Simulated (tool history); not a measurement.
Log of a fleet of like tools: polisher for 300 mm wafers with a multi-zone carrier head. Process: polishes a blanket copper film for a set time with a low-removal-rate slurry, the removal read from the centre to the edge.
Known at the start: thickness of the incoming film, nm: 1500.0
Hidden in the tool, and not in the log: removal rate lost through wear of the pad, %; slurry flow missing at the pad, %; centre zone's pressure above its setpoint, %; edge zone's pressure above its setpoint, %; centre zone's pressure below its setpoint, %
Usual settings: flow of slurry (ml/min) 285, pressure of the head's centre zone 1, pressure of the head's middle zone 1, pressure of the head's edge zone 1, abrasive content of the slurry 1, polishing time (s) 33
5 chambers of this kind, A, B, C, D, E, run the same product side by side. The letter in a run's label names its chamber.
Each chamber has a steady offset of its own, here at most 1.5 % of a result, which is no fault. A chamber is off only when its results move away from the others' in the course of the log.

run,hour,flow of slurry (ml/min),pressure of the head's centre zone,pressure of the head's middle zone,pressure of the head's edge zone,abrasive content of the slurry,polishing time (s),wafers polished on this pad,hours since the slurry nozzle was cleaned,hours since the centre zone pressure was calibrated,hours since the edge zone pressure was calibrated,film removed at the wafer's centre (nm),film removed at mid-radius (nm),film removed at the wafer's edge (nm)
1A,12.2,285,1,1,1,1,33,352,211.1,910.7,264.9,113.6,111.66,109.53
# hour 12.4: chamber B: worn pad replaced by a new one
2C,24.5,285,1,1,1,1,33,839,282.4,117.4,569.2,112.08,111.54,111.29
# hour 28.2: chamber E: worn pad replaced by a new one
3B,35.2,285,1,1,1,1,33,317,285.1,67,1337.2,112.64,114.26,113.46
# hour 37.8: chamber D: worn pad replaced by a new one
# hour 43.4: chamber C: worn pad replaced by a new one
4D,44.1,285,1,1,1,1,33,88,85.7,803.1,1344.3,113.9,114.93,111.42
# hour 54.6: chamber B: edge zone pressure recalibrated
5E,55.2,285,1,1,1,1,33,376,86,163.5,350.5,112.16,113.01,112.81
6E,62.7,285,1,1,1,1,33,480,93.5,171,358,111.67,111.74,111.09
# hour 65.5: chamber C: edge zone pressure recalibrated
# hour 67.1: chamber A: worn pad replaced by a new one
7D,72.1,285,1,0.93,1,1,33,478,113.7,831.1,1372.3,113.9,106.49,114.94
8C,83.3,285,1,0.93,1,1,33,556,341.2,176.2,17.9,111.28,105.71,111.65
# hour 92.1: chamber B: worn pad replaced by a new one
9B,94.7,285,1,0.93,1,1,33,36,344.6,126.5,40.1,112.97,106.3,114.91
10A,100.7,285,1,0.93,1,1,33,468,299.6,999.2,353.4,113.21,105.01,111.06
11A,111.2,285,1,0.93,1,1,33,615,310.1,1009.7,363.9,113.71,106.72,112.77
# hour 112.3: chamber D: worn pad replaced by a new one
# hour 114.1: chamber E: worn pad replaced by a new one
# hour 117.2: chamber C: worn pad replaced by a new one
12E,118.2,285,1,1,1,1,33,57,149,226.5,413.5,112.43,113.35,115.44
13B,128.3,285,1,1,1,1,33,504,378.2,160.1,73.7,114.27,114.24,113.76
# hour 129.9: chamber D: centre zone pressure recalibrated
14C,135.2,285,1,1,1,1,33,251,393.1,228.1,69.8,111.97,112.64,113.84
15D,145.6,250,0.91,1,1,1,33,464,187.2,15.8,1445.8,92.479,112.36,113.71
# hour 152.5: chamber A: worn pad replaced by a new one
16A,153.4,250,0.91,1,1,1,33,13,352.3,1051.9,406.1,99.346,111.8,110.95
17C,162.4,250,0.91,1,1,1,33,630,420.3,255.3,97,99.215,108.95,110.14
18E,170.5,250,0.91,1,1,1,33,785,201.3,278.8,465.8,99.645,111.42,111.33
# hour 172.6: chamber B: slurry nozzle cleaned
# hour 179.4: chamber B: worn pad replaced by a new one
19B,182.6,250,0.91,1,1,1,33,45,10.1,214.4,128,100.88,113.48,111.22
# hour 186.4: chamber D: worn pad replaced by a new one
# hour 186.8: chamber C: worn pad replaced by a new one
# hour 192.5: chamber D: edge zone pressure recalibrated
20D,193.3,285,1,1,1,1,33,96,234.9,63.5,0.8,104.35,114.84,112.49
# hour 196.6: chamber E: worn pad replaced by a new one
21C,201.9,285,1,1,1.09,1,33,210,459.8,294.8,136.5,111.34,112.58,118.29
22E,209.2,285,1,1,1.09,1,33,175,240,317.5,504.5,113.89,111.96,117.29
# hour 214.4: chamber E: edge zone pressure recalibrated
# hour 219.4: chamber D: slurry nozzle cleaned
23D,220.5,285,1,1,1.09,1,33,474,1.1,90.7,28,104.79,114.77,118.27
24A,229.3,285,1,1,1.09,1,33,1069,428.2,1127.8,482,113.82,113.61,117.55
# hour 233.1: chamber A: worn pad replaced by a new one
25B,241.6,285,1,1,1.09,1,33,866,69.1,273.4,187,114.13,115.58,119.38
26B,250.7,285,1,1,1,1,33,993,78.2,282.5,196.1,114.28,114.05,113.2
# hour 254.4: chamber D: worn pad replaced by a new one
27A,260.4,285,1,1,1,1,33,381,459.3,1158.9,513.1,114.22,112.27,113.4
# hour 264: chamber C: worn pad replaced by a new one
# hour 271.3: chamber B: worn pad replaced by a new one
28C,272.4,285,1,1,1,1,33,118,530.3,365.3,207,112.24,110.97,112.87
# hour 275.7: chamber E: worn pad replaced by a new one
29D,282.1,285,1,1,1,1,33,385,62.7,152.3,89.6,105.19,113.49,113.61
# hour 287.5: chamber A: centre zone pressure recalibrated
30E,292.8,285,1,1,1,1,27,238,323.6,401.1,78.4,90.435,91.716,91.352
31E,303.8,285,1,1,1,1,27,391,334.6,412.1,89.4,92.261,92.421,92.208
32B,312.7,285,1,1,1,1,27,576,140.2,344.5,258.1,93.381,92.561,93.681
# hour 314.3: chamber A: worn pad replaced by a new one
33A,318.5,285,1,1,1,1,27,59,517.4,31.1,571.2,93.059,91.529,90.533
# hour 322: chamber A: edge zone pressure recalibrated
# hour 326.1: chamber D: worn pad replaced by a new one
34D,329.4,285,1,1,1,1,27,46,110,199.6,136.9,84.758,93.023,91.975
# hour 335.8: chamber C: worn pad replaced by a new one
35C,337.5,285,1,1,1,1,33,24,595.4,430.4,272.1,110.82,111.93,111.8
36D,344.7,285,1,1,1,1,33,258,125.3,214.9,152.2,104.04,115.52,113.86
37B,351.1,285,1,1,1,1,33,1110,178.6,382.9,296.5,113.34,115.06,115.05
38A,357.1,285,1,1,1,1,33,596,556,69.7,35.2,113.34,113.25,113.3
39C,366.7,285,1,1,1,1,33,430,624.6,459.6,301.3,111.47,112.76,111.81

What goes on in this fleet: one chamber off, a drifting gauge, or nothing beyond the chambers' own small offsets? Name the chamber and the cause, if any.

A service left chamber D off against the others.
Cause: centre zone's pressure below its setpoint, % = 7.22.

Here are 4 candidates for chamber D's next run, each the usual settings with a change, their results left as question marks. Which one brings its results back in line with what the others give on the usual settings?
In line means no further than this from the other chambers' mean on the usual settings: film removed at the wafer's centre (nm) 2.8; film removed at mid-radius (nm) 3.6; film removed at the wafer's edge (nm) 4.5
40D-1,376,285,0.98,1.01,1.01,1,33,,,,,?,?,?
40D-2,376,285,1.02,0.99,0.99,1,33,,,,,?,?,?
40D-3,376,290,1.07,0.98,0.98,1,33,,,,,?,?,?
40D-4,376,280,0.94,1.02,1.02,1,33,,,,,?,?,?

The other chambers' mean on the usual settings: film removed at the wafer's centre (nm) 112.55; film removed at mid-radius (nm) 112.93; film removed at the wafer's edge (nm) 112.76
run,film removed at the wafer's centre (nm),film removed at mid-radius (nm),film removed at the wafer's edge (nm)
40D-1,102.06,114.89,113.29
40D-2,106.67,112.79,112.13
40D-3,112.66,111.92,111.7
40D-4,97.244,115.73,113.71
40D-3 brings the chamber back in line.
